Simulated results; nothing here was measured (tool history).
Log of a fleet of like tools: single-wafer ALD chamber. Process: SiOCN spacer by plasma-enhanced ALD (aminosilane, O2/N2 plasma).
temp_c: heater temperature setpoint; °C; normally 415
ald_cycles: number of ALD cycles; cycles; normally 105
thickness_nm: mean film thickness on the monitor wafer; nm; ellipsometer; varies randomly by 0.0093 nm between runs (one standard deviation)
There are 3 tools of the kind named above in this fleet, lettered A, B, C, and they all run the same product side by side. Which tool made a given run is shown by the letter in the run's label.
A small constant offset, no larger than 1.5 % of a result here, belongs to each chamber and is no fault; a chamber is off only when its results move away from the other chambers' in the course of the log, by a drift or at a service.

run   hour  temp_c  ald_cycles  read-back reference wafer on the same gauge, thickness_nm  thickness_nm
 1A   12.2     415         105                                                     6.6244        6.1101
 2B   24.6     415         105                                                     6.6237        5.9894
 3C   30.9     415         105                                                     6.6248        6.0692
 4A   40.6     415         105                                                     6.6207        6.1087
 5C   48.6     415         105                                                     6.6215        6.0483
 6B   57.8     425         114                                                     6.6193        6.3011
 7C   63.8     425         114                                                     6.6181        6.3706
 8A   75.3     425         114                                                     6.6146        6.4202
 9B   84.8     415         105                                                     6.6119        5.9903
10C   92.9     415         105                                                     6.6097        6.0607
11B   98.8     415         105                                                     6.6094        5.9631
12A  106.3     415         105                                                     6.6087        6.1093
13C  116.6     415         105                                                     6.6040        6.0562
14A  128.5     415         105                                                     6.6051        6.0962
15B  139.1     415         105                                                     6.6011        5.9783
16A  146.3     415         105                                                     6.5984        6.0994
17C  156.3     415         105                                                     6.5967        6.0506
18B  168.6     415         105                                                     6.5946        5.9770
19A  180.4     408         119                                                     6.5939        7.0414
20B  192.3     408         119                                                     6.5920        6.9138
21C  200.2     408         119                                                     6.5905        6.9926

Is one chamber out of step, is the gauge drifting, or do the chambers differ by no more than their own small offsets? For an off chamber, give its letter and the likeliest cause.

Gauge drift. The chambers move together only on paper, and none stands off.
Most likely cause: gauge reads low (%) = 0.642.
